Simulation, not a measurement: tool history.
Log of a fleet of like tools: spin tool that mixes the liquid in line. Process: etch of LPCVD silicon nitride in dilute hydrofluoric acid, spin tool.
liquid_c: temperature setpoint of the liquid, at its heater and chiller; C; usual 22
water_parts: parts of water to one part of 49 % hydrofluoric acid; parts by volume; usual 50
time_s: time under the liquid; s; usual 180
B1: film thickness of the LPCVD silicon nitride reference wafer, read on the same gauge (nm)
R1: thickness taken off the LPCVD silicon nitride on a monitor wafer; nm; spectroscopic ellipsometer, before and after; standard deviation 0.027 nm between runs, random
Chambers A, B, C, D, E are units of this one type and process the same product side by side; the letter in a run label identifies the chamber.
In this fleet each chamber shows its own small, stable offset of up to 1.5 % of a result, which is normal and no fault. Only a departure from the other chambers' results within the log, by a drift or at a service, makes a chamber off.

{"run": "1C", "day": 0.529, "liquid_c": 22, "water_parts": 50, "time_s": 180, "B1": 59.977, "R1": 1.649}
{"run": "2A", "day": 0.988, "liquid_c": 22, "water_parts": 50, "time_s": 180, "B1": 59.991, "R1": 1.6952}
{"run": "3B", "day": 1.333, "liquid_c": 22, "water_parts": 50, "time_s": 180, "B1": 59.976, "R1": 1.667}
{"run": "4D", "day": 1.662, "liquid_c": 22, "water_parts": 50, "time_s": 180, "B1": 59.97, "R1": 1.7295}
{"run": "5E", "day": 1.967, "liquid_c": 22, "water_parts": 50, "time_s": 180, "B1": 60.004, "R1": 1.719}
{"run": "6E", "day": 2.492, "liquid_c": 22, "water_parts": 50, "time_s": 180, "B1": 59.988, "R1": 1.6477}
{"run": "7D", "day": 2.771, "liquid_c": 17, "water_parts": 50, "time_s": 255, "B1": 59.992, "R1": 1.6885}
{"day": 2.821, "done": "chamber D: thermometer replaced"}
{"run": "8A", "day": 3.112, "liquid_c": 17, "water_parts": 50, "time_s": 255, "B1": 60.008, "R1": 1.6494}
{"run": "9C", "day": 3.404, "liquid_c": 17, "water_parts": 50, "time_s": 255, "B1": 60.005, "R1": 1.6602}
{"run": "10B", "day": 3.95, "liquid_c": 17, "water_parts": 50, "time_s": 255, "B1": 59.99, "R1": 1.6953}
{"run": "11C", "day": 4.338, "liquid_c": 17, "water_parts": 50, "time_s": 255, "B1": 60.001, "R1": 1.5816}
{"run": "12A", "day": 4.671, "liquid_c": 22, "water_parts": 50, "time_s": 180, "B1": 59.987, "R1": 1.6922}
{"run": "13D", "day": 5.175, "liquid_c": 22, "water_parts": 50, "time_s": 180, "B1": 59.992, "R1": 1.6742}
{"run": "14E", "day": 5.55, "liquid_c": 22, "water_parts": 50, "time_s": 180, "B1": 60.014, "R1": 1.7081}
{"run": "15B", "day": 6.108, "liquid_c": 24, "water_parts": 50, "time_s": 120, "B1": 60.033, "R1": 1.2977}
{"run": "16A", "day": 6.667, "liquid_c": 24, "water_parts": 50, "time_s": 120, "B1": 60.001, "R1": 1.2953}
{"run": "17B", "day": 7.246, "liquid_c": 24, "water_parts": 50, "time_s": 120, "B1": 59.999, "R1": 1.2965}
{"run": "18E", "day": 7.558, "liquid_c": 24, "water_parts": 50, "time_s": 120, "B1": 60.007, "R1": 1.2988}
{"day": 7.85, "done": "chamber A: hydrofluoric acid flow meter replaced"}
{"run": "19D", "day": 8.162, "liquid_c": 24, "water_parts": 50, "time_s": 120, "B1": 59.99, "R1": 1.3001}
{"run": "20C", "day": 8.5, "liquid_c": 22, "water_parts": 50, "time_s": 180, "B1": 60.007, "R1": 1.5858}
{"run": "21C", "day": 8.904, "liquid_c": 22, "water_parts": 35, "time_s": 180, "B1": 59.981, "R1": 2.2565}
{"run": "22E", "day": 9.375, "liquid_c": 22, "water_parts": 35, "time_s": 180, "B1": 60.014, "R1": 2.4547}
{"day": 9.4, "done": "chamber B: thermometer replaced"}
{"run": "23B", "day": 9.683, "liquid_c": 22, "water_parts": 35, "time_s": 180, "B1": 59.971, "R1": 2.4484}
{"run": "24A", "day": 10.162, "liquid_c": 22, "water_parts": 35, "time_s": 180, "B1": 59.987, "R1": 2.3566}
{"run": "25D", "day": 10.592, "liquid_c": 22, "water_parts": 35, "time_s": 180, "B1": 60.017, "R1": 2.441}
{"run": "26E", "day": 10.967, "liquid_c": 22, "water_parts": 50, "time_s": 180, "B1": 60.011, "R1": 1.6959}
{"run": "27C", "day": 11.383, "liquid_c": 22, "water_parts": 50, "time_s": 180, "B1": 59.999, "R1": 1.537}
{"run": "28B", "day": 11.888, "liquid_c": 22, "water_parts": 50, "time_s": 180, "B1": 60.006, "R1": 1.7058}
{"run": "29A", "day": 12.158, "liquid_c": 22, "water_parts": 50, "time_s": 180, "B1": 60.001, "R1": 1.7153}
{"run": "30D", "day": 12.592, "liquid_c": 22, "water_parts": 70, "time_s": 85, "B1": 59.991, "R1": 0.57035}
{"day": 12.738, "done": "chamber B: hydrofluoric acid flow meter replaced"}
{"run": "31A", "day": 13.008, "liquid_c": 22, "water_parts": 70, "time_s": 85, "B1": 60.006, "R1": 0.59199}
{"run": "32D", "day": 13.404, "liquid_c": 22, "water_parts": 70, "time_s": 85, "B1": 60.005, "R1": 0.58761}
{"run": "33C", "day": 14.025, "liquid_c": 22, "water_parts": 70, "time_s": 85, "B1": 59.982, "R1": 0.51001}
{"run": "34E", "day": 14.342, "liquid_c": 22, "water_parts": 70, "time_s": 85, "B1": 60.02, "R1": 0.56229}
{"run": "35B", "day": 14.896, "liquid_c": 22, "water_parts": 50, "time_s": 180, "B1": 60.016, "R1": 1.69}
{"run": "36A", "day": 15.346, "liquid_c": 22, "water_parts": 50, "time_s": 180, "B1": 60.023, "R1": 1.69}
{"run": "37D", "day": 15.696, "liquid_c": 22, "water_parts": 50, "time_s": 180, "B1": 60.013, "R1": 1.7431}
{"day": 16.1, "done": "chamber E: thermometer replaced"}
{"run": "38E", "day": 16.225, "liquid_c": 22, "water_parts": 50, "time_s": 180, "B1": 59.997, "R1": 1.684}
{"run": "39C", "day": 16.646, "liquid_c": 22, "water_parts": 50, "time_s": 180, "B1": 60.019, "R1": 1.4091}
{"run": "40B", "day": 17.046, "liquid_c": 22, "water_parts": 50, "time_s": 180, "B1": 59.99, "R1": 1.64}
{"run": "41D", "day": 17.646, "liquid_c": 22, "water_parts": 50, "time_s": 180, "B1": 59.995, "R1": 1.7195}

Decide between three cases: one chamber stands off from its peers, the gauge reading all wafers drifts, or nothing is wrong past each chamber's small offset. Where a chamber is off, say which and what most likely put it there.

One chamber, C, drifts off from the rest bit by bit.
What lies behind it: liquid colder than its thermometer reads (K) = 2.19.
It could be hard to tell apart here from: hydrofluoric acid flow below the setpoint (%).

Chamber C could run next with any of the 4 candidate recipes listed below; each alters the usual settings, and their results appear as question marks. Which one brings its results back in line with what the other chambers deliver on the usual settings?
To be in line, a result may differ from the other chambers' mean on the usual settings by at most: R1 0.097 nm
{"run": "42C-1", "day": 18.092, "liquid_c": 21, "water_parts": 55, "time_s": 150, "R1": "?"}
{"run": "42C-2", "day": 18.092, "liquid_c": 22, "water_parts": 60, "time_s": 180, "R1": "?"}
{"run": "42C-3", "day": 18.092, "liquid_c": 23, "water_parts": 45, "time_s": 210, "R1": "?"}
{"run": "42C-4", "day": 18.092, "liquid_c": 22, "water_parts": 45, "time_s": 195, "R1": "?"}

The mean the other chambers reach with the usual settings: R1 1.6972 nm
run=42C-1 R1=1.0206
run=42C-2 R1=1.2062
run=42C-3 R1=1.9974
run=42C-4 R1=1.7302
It is 42C-4 that realigns the chamber with its peers.

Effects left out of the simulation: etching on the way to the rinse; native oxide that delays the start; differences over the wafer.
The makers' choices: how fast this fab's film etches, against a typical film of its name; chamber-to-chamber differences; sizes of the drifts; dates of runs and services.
